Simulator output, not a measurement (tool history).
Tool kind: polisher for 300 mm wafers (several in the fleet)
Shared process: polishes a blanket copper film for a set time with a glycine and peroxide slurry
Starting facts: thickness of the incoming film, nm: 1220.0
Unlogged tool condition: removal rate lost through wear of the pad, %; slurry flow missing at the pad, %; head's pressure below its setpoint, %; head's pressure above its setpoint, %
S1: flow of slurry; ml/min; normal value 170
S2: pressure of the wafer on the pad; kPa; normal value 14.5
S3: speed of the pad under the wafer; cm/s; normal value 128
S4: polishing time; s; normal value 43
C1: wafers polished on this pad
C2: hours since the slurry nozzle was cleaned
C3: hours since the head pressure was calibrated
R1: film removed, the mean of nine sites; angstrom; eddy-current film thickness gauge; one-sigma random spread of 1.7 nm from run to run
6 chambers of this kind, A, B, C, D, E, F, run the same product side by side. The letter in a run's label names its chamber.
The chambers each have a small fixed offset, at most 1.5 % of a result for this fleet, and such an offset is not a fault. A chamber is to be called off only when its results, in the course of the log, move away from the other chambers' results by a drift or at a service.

| run | hour | S1 | S2 | S3 | S4 | C1 | C2 | C3 | R1 |
|---|---|---|---|---|---|---|---|---|---|
|  | 4.5 | chamber F: worn pad replaced by a new one |
| 1D | 10.1 | 170 | 14.5 | 128 | 43 | 369 | 78.7 | 737.0 | 2058.2 |
| 2E | 17.9 | 170 | 14.5 | 128 | 43 | 306 | 555.2 | 186.8 | 2065.1 |
| 3B | 28.3 | 170 | 14.5 | 128 | 43 | 478 | 377.4 | 675.4 | 2047.5 |
| 4A | 40.2 | 170 | 14.5 | 128 | 43 | 884 | 130.8 | 368.7 | 2051.8 |
| 5C | 46.0 | 170 | 14.5 | 128 | 43 | 1123 | 336.9 | 495.2 | 2050.2 |
|  | 46.9 | chamber C: worn pad replaced by a new one |
|  | 56.2 | chamber A: worn pad replaced by a new one |
| 6F | 56.9 | 170 | 14.5 | 128 | 43 | 696 | 478.7 | 393.0 | 2067.0 |
|  | 62.3 | chamber E: worn pad replaced by a new one |
|  | 64.7 | chamber D: worn pad replaced by a new one |
|  | 66.4 | chamber B: head pressure recalibrated |
|  | 67.7 | chamber B: worn pad replaced by a new one |
| 7F | 68.7 | 170 | 14.5 | 128 | 43 | 852 | 490.5 | 404.8 | 2122.6 |
| 8E | 80.0 | 170 | 14.5 | 128 | 30 | 235 | 617.3 | 248.9 | 1450.8 |
|  | 82.9 | chamber F: worn pad replaced by a new one |
| 9C | 88.3 | 170 | 14.5 | 128 | 30 | 550 | 379.2 | 537.5 | 1462.5 |
| 10A | 94.7 | 170 | 14.5 | 128 | 30 | 511 | 185.3 | 423.2 | 1448.6 |
| 11D | 106.3 | 170 | 14.5 | 128 | 30 | 552 | 174.9 | 833.2 | 1443.2 |
|  | 106.9 | chamber C: head pressure recalibrated |
| 12B | 115.2 | 170 | 14.5 | 128 | 30 | 630 | 464.3 | 48.8 | 1442.0 |
| 13A | 120.9 | 170 | 14.5 | 128 | 30 | 858 | 211.5 | 449.4 | 1452.3 |
|  | 128.7 | chamber E: worn pad replaced by a new one |
| 14B | 132.5 | 170 | 14.5 | 128 | 43 | 860 | 481.6 | 66.1 | 2069.3 |
|  | 134.1 | chamber C: worn pad replaced by a new one |
|  | 141.1 | chamber A: worn pad replaced by a new one |
| 15E | 142.0 | 170 | 14.5 | 128 | 43 | 176 | 679.3 | 310.9 | 2077.6 |
|  | 142.6 | chamber D: worn pad replaced by a new one |
|  | 144.8 | chamber B: worn pad replaced by a new one |
|  | 147.4 | chamber F: slurry nozzle cleaned |
| 16C | 149.2 | 170 | 14.5 | 128 | 43 | 201 | 440.1 | 42.3 | 2083.5 |
| 17F | 157.3 | 170 | 14.5 | 128 | 43 | 987 | 9.9 | 493.4 | 2067.5 |
|  | 160.2 | chamber F: worn pad replaced by a new one |
| 18D | 167.6 | 170 | 14.5 | 128 | 43 | 333 | 236.2 | 894.5 | 2052.9 |
| 19E | 174.4 | 170 | 14.5 | 128 | 43 | 606 | 711.7 | 343.3 | 2055.7 |
| 20A | 184.1 | 170 | 14.5 | 128 | 43 | 571 | 274.7 | 512.6 | 2082.3 |
| 21F | 193.1 | 170 | 14.5 | 128 | 43 | 437 | 45.7 | 529.2 | 2079.1 |
|  | 193.5 | chamber A: head pressure recalibrated |
|  | 204.3 | chamber E: worn pad replaced by a new one |
| 22B | 205.2 | 170 | 14.5 | 128 | 43 | 802 | 554.3 | 138.8 | 2063.4 |
| 23D | 213.6 | 170 | 14.5 | 114 | 43 | 943 | 282.2 | 940.5 | 1855.0 |
|  | 215.5 | chamber C: worn pad replaced by a new one |
| 24C | 221.9 | 170 | 14.5 | 114 | 43 | 85 | 512.8 | 115.0 | 1893.7 |
|  | 222.0 | chamber D: worn pad replaced by a new one |
|  | 223.8 | chamber A: worn pad replaced by a new one |
| 25F | 231.5 | 170 | 14.5 | 114 | 43 | 947 | 84.1 | 567.6 | 1903.0 |
|  | 231.9 | chamber B: worn pad replaced by a new one |
| 26D | 240.1 | 170 | 14.5 | 114 | 43 | 240 | 308.7 | 967.0 | 1856.3 |
|  | 241.2 | chamber A: slurry nozzle cleaned |
|  | 242.1 | chamber F: worn pad replaced by a new one |
| 27A | 249.5 | 170 | 14.5 | 114 | 43 | 341 | 8.4 | 56.1 | 1776.2 |
|  | 252.2 | chamber E: slurry nozzle cleaned |
| 28E | 260.8 | 170 | 14.5 | 114 | 43 | 750 | 8.7 | 429.7 | 1880.5 |
| 29C | 268.0 | 170 | 14.5 | 128 | 43 | 697 | 558.9 | 161.1 | 2089.6 |
|  | 273.7 | chamber E: worn pad replaced by a new one |
| 30B | 280.2 | 170 | 14.5 | 128 | 43 | 641 | 629.3 | 213.8 | 2036.7 |
| 31E | 291.0 | 170 | 14.5 | 128 | 43 | 230 | 38.9 | 459.9 | 2074.8 |
|  | 294.1 | chamber D: worn pad replaced by a new one |
| 32B | 299.6 | 170 | 14.5 | 128 | 43 | 899 | 648.7 | 233.2 | 2015.0 |
|  | 299.7 | chamber C: worn pad replaced by a new one |
|  | 307.7 | chamber A: worn pad replaced by a new one |
|  | 307.9 | chamber F: worn pad replaced by a new one |
| 33C | 311.2 | 170 | 13.1 | 128 | 43 | 153 | 602.1 | 204.3 | 1921.3 |
|  | 312.1 | chamber B: worn pad replaced by a new one |
| 34A | 319.2 | 170 | 13.1 | 128 | 43 | 153 | 78.1 | 125.8 | 1789.0 |
|  | 327.2 | chamber F: head pressure recalibrated |
| 35F | 330.7 | 170 | 13.1 | 128 | 43 | 303 | 183.3 | 3.5 | 1933.0 |
| 36D | 340.9 | 170 | 13.1 | 128 | 43 | 622 | 409.5 | 1067.8 | 1912.0 |
| 37F | 347.3 | 170 | 13.1 | 128 | 43 | 524 | 199.9 | 20.1 | 1902.9 |
|  | 352.7 | chamber E: worn pad replaced by a new one |
| 38A | 357.7 | 170 | 13.1 | 128 | 43 | 664 | 116.6 | 164.3 | 1797.8 |
|  | 359.4 | chamber D: worn pad replaced by a new one |
| 39E | 365.8 | 170 | 14.5 | 128 | 43 | 174 | 113.7 | 534.7 | 2088.2 |
|  | 371.7 | chamber B: slurry nozzle cleaned |
| 40D | 373.5 | 120 | 14.5 | 128 | 47 | 187 | 442.1 | 1100.4 | 2122.0 |
|  | 378.4 | chamber B: worn pad replaced by a new one |
| 41B | 383.9 | 120 | 14.5 | 128 | 47 | 73 | 12.2 | 317.5 | 2086.8 |

What goes on in this fleet: one chamber off, a drifting gauge, or nothing beyond the chambers' own small offsets? Name the chamber and the cause, if any.

A service on chamber A put it out of line with the rest.
Cause: head's pressure below its setpoint, % = 7.78.

Which of the 4 candidates below, each the usual settings with something changed and its results left as question marks, puts chamber A back in line with what the other chambers give on the usual settings?
In line here means within this much of the mean the other chambers give on the usual settings: R1 59.0 angstrom
| 42A-1 | 392.7 | 170 | 14.5 | 126 | 43 |  |  |  | ? |
| 42A-2 | 392.7 | 170 | 14.5 | 132 | 45 |  |  |  | ? |
| 42A-3 | 392.7 | 170 | 13.8 | 122 | 43 |  |  |  | ? |
| 42A-4 | 392.7 | 170 | 14.5 | 130 | 43 |  |  |  | ? |

Other chambers, usual settings, mean: R1 2063.3 angstrom
| run | R1 |
|---|---|
| 42A-1 | 1913.3 |
| 42A-2 | 2080.2 |
| 42A-3 | 1793.6 |
| 42A-4 | 1962.9 |
It is 42A-2 that realigns the chamber with its peers.
